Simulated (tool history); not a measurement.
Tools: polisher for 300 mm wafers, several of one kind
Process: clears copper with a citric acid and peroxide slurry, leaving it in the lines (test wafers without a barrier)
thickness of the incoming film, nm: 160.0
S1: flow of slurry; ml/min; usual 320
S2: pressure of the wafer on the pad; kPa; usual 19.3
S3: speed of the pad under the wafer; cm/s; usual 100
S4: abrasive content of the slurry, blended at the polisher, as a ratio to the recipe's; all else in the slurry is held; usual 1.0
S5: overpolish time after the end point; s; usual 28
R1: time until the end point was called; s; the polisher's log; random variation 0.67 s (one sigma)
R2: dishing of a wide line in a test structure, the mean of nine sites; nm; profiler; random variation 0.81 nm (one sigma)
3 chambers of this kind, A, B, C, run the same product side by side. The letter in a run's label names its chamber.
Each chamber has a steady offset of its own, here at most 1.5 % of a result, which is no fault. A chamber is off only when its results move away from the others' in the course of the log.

run   hour   S1    S2   S3   S4  S5      R1      R2
 1B    4.8  320  19.3  100  1.0  28  75.477  39.139
 2A    9.7  320  19.3  100  1.0  28  74.879  40.257
      11.3  -- chamber C: slurry nozzle cleaned
 3C   13.8  320  19.3  100  1.0  28  75.676  39.335
 4C   17.1  320  19.3  100  1.0  28  75.843  37.540
 5A   20.6  320  19.3  100  1.0  28  74.834  38.781
 6B   25.9  320  15.9  100  1.0  28  89.935  33.347
 7C   31.2  320  15.9  100  1.0  28  90.961  33.385
 8B   37.3  320  15.9  100  1.0  28  90.434  32.485
      38.1  -- chamber C: slurry blender recalibrated
      42.3  -- chamber B: worn pad replaced by a new one
 9A   42.7  320  19.3  100  1.0  28  73.943  38.744
10C   46.4  320  19.3  100  1.0  28  75.619  37.919
11A   51.1  320  19.3  100  1.0  28  74.217  39.536
12B   56.4  245  19.3  100  1.0  28  77.972  39.761
13C   61.0  245  19.3  100  1.0  28  78.509  36.884
14A   63.7  245  19.3  100  1.0  28  77.162  37.027
15B   68.7  320  19.3  100  1.0  28  75.031  39.436
      70.9  -- chamber A: worn pad replaced by a new one
16A   74.5  320  19.3  100  1.0  28  74.922  40.387
      77.5  -- chamber C: worn pad replaced by a new one
17B   80.4  320  19.3  100  1.0  28  75.028  39.245
18C   84.2  320  19.3  100  1.0  28  76.669  38.423
19C   86.9  270  22.1  100  1.0  28  67.564  40.780
20A   90.7  270  22.1  100  1.0  28  66.434  42.430
21B   94.0  270  22.1  100  1.0  28  67.905  42.173
22B   99.2  320  19.3  100  1.0  28  75.190  38.449
23C  103.3  320  19.3  100  1.0  28  76.177  38.533
     105.4  -- chamber B: slurry nozzle cleaned
24A  106.5  320  19.3  100  1.0  28  74.908  37.818
     109.7  -- chamber B: slurry blender recalibrated
25B  109.7  320  19.3  100  1.0  28  74.719  38.955
26A  113.9  320  19.3  100  1.0  28  74.519  38.267
27C  117.2  320  19.3  100  1.0  28  75.438  37.432
28B  121.5  320  19.3  100  1.0  28  75.405  39.698
29C  125.5  320  19.3  100  1.0  28  76.550  38.754
30A  128.2  320  19.3  100  1.0  28  75.436  38.524
     129.3  -- chamber B: head pressure recalibrated
31C  132.0  320  19.3  100  1.0  28  76.578  38.933
32B  137.0  320  19.3  100  1.0  28  74.997  38.251
33A  143.0  230  19.3  100  0.7  28  84.911  34.619

All 3 chambers run these settings next. Forecast each chamber's results:
34A  147.4  320  19.3  100  1.0  28   ?   ?
34B  147.4  320  19.3  100  1.0  28   ?   ?
34C  147.4  320  19.3  100  1.0  28   ?   ?

run      R1      R2
34A  75.014  39.062
34B  74.323  39.507
34C  76.557  40.669

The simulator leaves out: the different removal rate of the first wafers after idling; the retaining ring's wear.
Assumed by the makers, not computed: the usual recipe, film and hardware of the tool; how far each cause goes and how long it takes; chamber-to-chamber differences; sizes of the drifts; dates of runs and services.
